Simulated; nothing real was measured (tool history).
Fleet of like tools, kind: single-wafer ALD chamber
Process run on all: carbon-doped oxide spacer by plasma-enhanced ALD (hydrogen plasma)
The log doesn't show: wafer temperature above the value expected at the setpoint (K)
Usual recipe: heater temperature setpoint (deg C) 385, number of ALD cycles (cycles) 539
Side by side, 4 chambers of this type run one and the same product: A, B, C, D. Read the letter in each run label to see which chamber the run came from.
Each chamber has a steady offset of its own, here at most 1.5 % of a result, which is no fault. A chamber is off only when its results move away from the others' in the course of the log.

| run | hour | heater temperature setpoint (deg C) | number of ALD cycles (cycles) | hours since the last thermocouple change | read-back reference wafer on the same gauge, thickness_nm | mean film thickness on the monitor wafer (Å) |
|---|---|---|---|---|---|---|
| 1B | 9.6 | 385 | 539 | 1012.5 | 32.311 | 269.78 |
| 2C | 18.3 | 385 | 539 | 107.8 | 32.311 | 268.90 |
| 3D | 29.4 | 385 | 539 | 514.4 | 32.317 | 272.14 |
| 4A | 39.8 | 385 | 539 | 2009.6 | 32.326 | 266.36 |
| 5D | 45.7 | 385 | 539 | 530.7 | 32.347 | 272.07 |
| 6C | 53.1 | 385 | 622 | 142.6 | 32.336 | 310.85 |
| 7B | 60.4 | 385 | 622 | 1063.3 | 32.343 | 311.51 |
|  | 67.5 | chamber B: thermocouple changed; heater temperature recalibrated |
| 8A | 70.5 | 385 | 622 | 2040.3 | 32.348 | 307.37 |
| 9D | 79.4 | 385 | 622 | 564.4 | 32.354 | 313.75 |
| 10A | 86.6 | 385 | 539 | 2056.4 | 32.365 | 267.16 |
| 11C | 92.4 | 385 | 539 | 181.9 | 32.357 | 268.67 |
| 12B | 98.6 | 385 | 539 | 31.1 | 32.368 | 269.72 |
| 13D | 109.5 | 385 | 539 | 594.5 | 32.360 | 272.35 |
| 14A | 117.6 | 385 | 539 | 2087.4 | 32.374 | 266.90 |
| 15C | 123.3 | 385 | 539 | 212.8 | 32.376 | 269.24 |
| 16B | 129.7 | 385 | 539 | 62.2 | 32.388 | 270.30 |
| 17C | 137.7 | 385 | 539 | 227.2 | 32.392 | 269.18 |
| 18D | 144.0 | 385 | 539 | 629.0 | 32.396 | 272.96 |
| 19B | 153.4 | 385 | 539 | 85.9 | 32.403 | 270.05 |
| 20A | 160.1 | 379 | 621 | 2129.9 | 32.410 | 308.27 |
| 21C | 170.2 | 379 | 621 | 259.7 | 32.424 | 310.81 |
| 22B | 177.6 | 379 | 621 | 110.1 | 32.415 | 311.04 |
| 23A | 187.2 | 379 | 621 | 2157.0 | 32.419 | 308.26 |
|  | 190.0 | chamber A: thermocouple changed; heater temperature recalibrated |
| 24D | 196.3 | 385 | 539 | 681.3 | 32.435 | 272.76 |
| 25A | 206.5 | 385 | 539 | 16.5 | 32.449 | 266.93 |
| 26D | 214.7 | 385 | 539 | 699.7 | 32.441 | 273.60 |
| 27B | 225.3 | 385 | 539 | 157.8 | 32.446 | 270.88 |
| 28C | 230.3 | 378 | 615 | 319.8 | 32.471 | 307.92 |

Decide between three cases: one chamber stands off from its peers, the gauge reading all wafers drifts, or nothing is wrong past each chamber's small offset. Where a chamber is off, say which and what most likely put it there.

No chamber is off; the gauge reading every chamber's wafers drifts, which makes the whole fleet appear to move together.
What lies behind it: gauge reads high (%) = 0.503.

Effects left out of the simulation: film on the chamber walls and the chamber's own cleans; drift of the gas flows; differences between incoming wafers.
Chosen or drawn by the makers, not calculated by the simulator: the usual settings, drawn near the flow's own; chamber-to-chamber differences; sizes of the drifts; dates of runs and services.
